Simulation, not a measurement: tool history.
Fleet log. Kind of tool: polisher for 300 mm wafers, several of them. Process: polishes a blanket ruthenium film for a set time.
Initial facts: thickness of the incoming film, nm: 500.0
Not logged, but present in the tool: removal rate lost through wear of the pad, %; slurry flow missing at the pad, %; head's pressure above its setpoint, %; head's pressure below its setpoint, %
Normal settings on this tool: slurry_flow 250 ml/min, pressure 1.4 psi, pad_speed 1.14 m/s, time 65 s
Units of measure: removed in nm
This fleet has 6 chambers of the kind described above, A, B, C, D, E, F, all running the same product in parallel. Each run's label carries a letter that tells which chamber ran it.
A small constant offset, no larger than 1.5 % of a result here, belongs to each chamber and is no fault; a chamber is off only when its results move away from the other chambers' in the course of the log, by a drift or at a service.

run   hour  slurry_flow  pressure  pad_speed  time  wafers polished on this pad  hours since the slurry nozzle was cleaned  hours since the head pressure was calibrated  removed
 1B    7.6          250       1.4       1.14    65                          883                                      131.3                                         115.0   68.127
 2A   12.8          250       1.4       1.14    65                          743                                      183.4                                         233.2   66.325
 3D   20.4          250       1.4       1.14    65                          251                                      270.2                                         567.2   66.753
 4F   25.1          250       1.4       1.14    65                         1415                                       29.9                                         231.9   67.425
      26.6  -- chamber F: worn pad replaced by a new one
 5C   31.0          250       1.4       1.14    65                          553                                      269.2                                         892.0   67.411
      31.6  -- chamber C: head pressure recalibrated
 6E   37.6          180       1.4       1.14    47                          501                                      371.7                                         240.1   46.908
      42.4  -- chamber B: worn pad replaced by a new one
 7D   43.5          180       1.4       1.14    47                          457                                      293.3                                         590.3   46.948
      47.8  -- chamber C: worn pad replaced by a new one
 8A   51.6          180       1.4       1.14    47                         1088                                      222.2                                         272.0   47.110
 9C   56.2          180       1.4       1.14    47                           75                                      294.4                                          24.6   46.643
      58.7  -- chamber A: slurry nozzle cleaned
10E   60.3          180       1.4       1.14    47                          703                                      394.4                                         262.8   46.592
11F   66.1          180       1.4       1.14    47                          352                                       70.9                                         272.9   45.647
12B   73.8          250       1.4       1.14    65                          279                                      197.5                                         181.2   69.219
      77.2  -- chamber D: worn pad replaced by a new one
13F   77.7          280       1.0       1.14    65                          455                                       82.5                                         284.5   48.738
14E   85.0          280       1.0       1.14    65                          923                                      419.1                                         287.5   48.729
      87.7  -- chamber D: slurry nozzle cleaned
15A   93.1          280       1.0       1.14    65                         1458                                       34.5                                         313.5   49.272
      94.7  -- chamber E: worn pad replaced by a new one
16B  100.4          280       1.0       1.14    65                          516                                      224.1                                         207.8   50.124
     104.0  -- chamber A: worn pad replaced by a new one
17C  107.5          280       1.0       1.14    65                          531                                      345.7                                          75.9   48.484
18D  111.7          280       1.0       1.14    65                          307                                       24.0                                         658.5   48.440
19C  118.0          250       1.4       1.14    65                          625                                      356.2                                          86.4   67.940
     121.6  -- chamber C: worn pad replaced by a new one
20D  125.4          250       1.4       1.14    65                          429                                       37.7                                         672.2   66.874
21A  133.7          250       1.4       1.14    65                          264                                       75.1                                         354.1   70.106
22E  137.7          250       1.4       1.14    65                          383                                      471.8                                         340.2   66.863
23B  145.9          250       1.4       1.14    65                          921                                      269.6                                         253.3   67.565
24F  153.5          250       1.4       1.14    65                         1130                                      158.3                                         360.3   66.418
25F  158.2          250       1.4       1.14    65                         1172                                      163.0                                         365.0   66.444
26E  162.3          250       1.4       1.14    65                          602                                      496.4                                         364.8   67.466
27C  170.1          250       1.4       1.14    65                          432                                      408.3                                         138.5   67.595
     171.5  -- chamber B: worn pad replaced by a new one
28A  173.9          250       1.4       1.14    65                          622                                      115.3                                         394.3   70.933
     176.6  -- chamber D: worn pad replaced by a new one
29D  180.9          250       1.4       1.14    65                           38                                       93.2                                         727.7   67.555
     183.6  -- chamber F: worn pad replaced by a new one
30B  184.8          250       1.4       1.14    65                          119                                      308.5                                         292.2   68.302
31C  191.9          250       1.4       1.14    65                          626                                      430.1                                         160.3   68.279
32A  200.1          335       1.4       1.14    65                          855                                      141.5                                         420.5   73.822
     202.1  -- chamber C: worn pad replaced by a new one
33E  204.3          335       1.4       1.14    65                          975                                      538.4                                         406.8   69.221
34F  210.6          335       1.4       1.14    65                          240                                      215.4                                         417.4   67.419
35D  214.2          335       1.4       1.14    65                          335                                      126.5                                         761.0   69.123
     217.0  -- chamber E: worn pad replaced by a new one
36B  218.4          335       1.4       1.14    65                          418                                      342.1                                         325.8   69.450
37D  226.8          335       1.4       1.14    65                          447                                      139.1                                         773.6   69.344
38F  233.0          250       1.8       1.14    54                          439                                      237.8                                         439.8   70.504
39C  239.8          250       1.8       1.14    54                          335                                      478.0                                         208.2   72.172
40E  246.9          250       1.8       1.14    54                          266                                      581.0                                         449.4   71.362
     252.1  -- chamber F: head pressure recalibrated
41B  253.6          250       1.8       1.14    54                          731                                      377.3                                         361.0   71.468
42A  259.0          250       1.8       1.14    54                         1379                                      200.4                                         479.4   78.457
43F  265.7          250       1.8       1.14    54                          730                                      270.5                                          13.6   70.794

All chambers now run identical settings, listed one chamber a line with results as question marks. What results will each chamber show?
44A  271.8          250       1.4       1.14    65                                                                                                                              ?
44B  271.8          250       1.4       1.14    65                                                                                                                              ?
44C  271.8          250       1.4       1.14    65                                                                                                                              ?
44D  271.8          250       1.4       1.14    65                                                                                                                              ?
44E  271.8          250       1.4       1.14    65                                                                                                                              ?
44F  271.8          250       1.4       1.14    65                                                                                                                              ?

run  removed
44A   74.432
44B   69.093
44C   67.521
44D   67.539
44E   67.327
44F   66.470
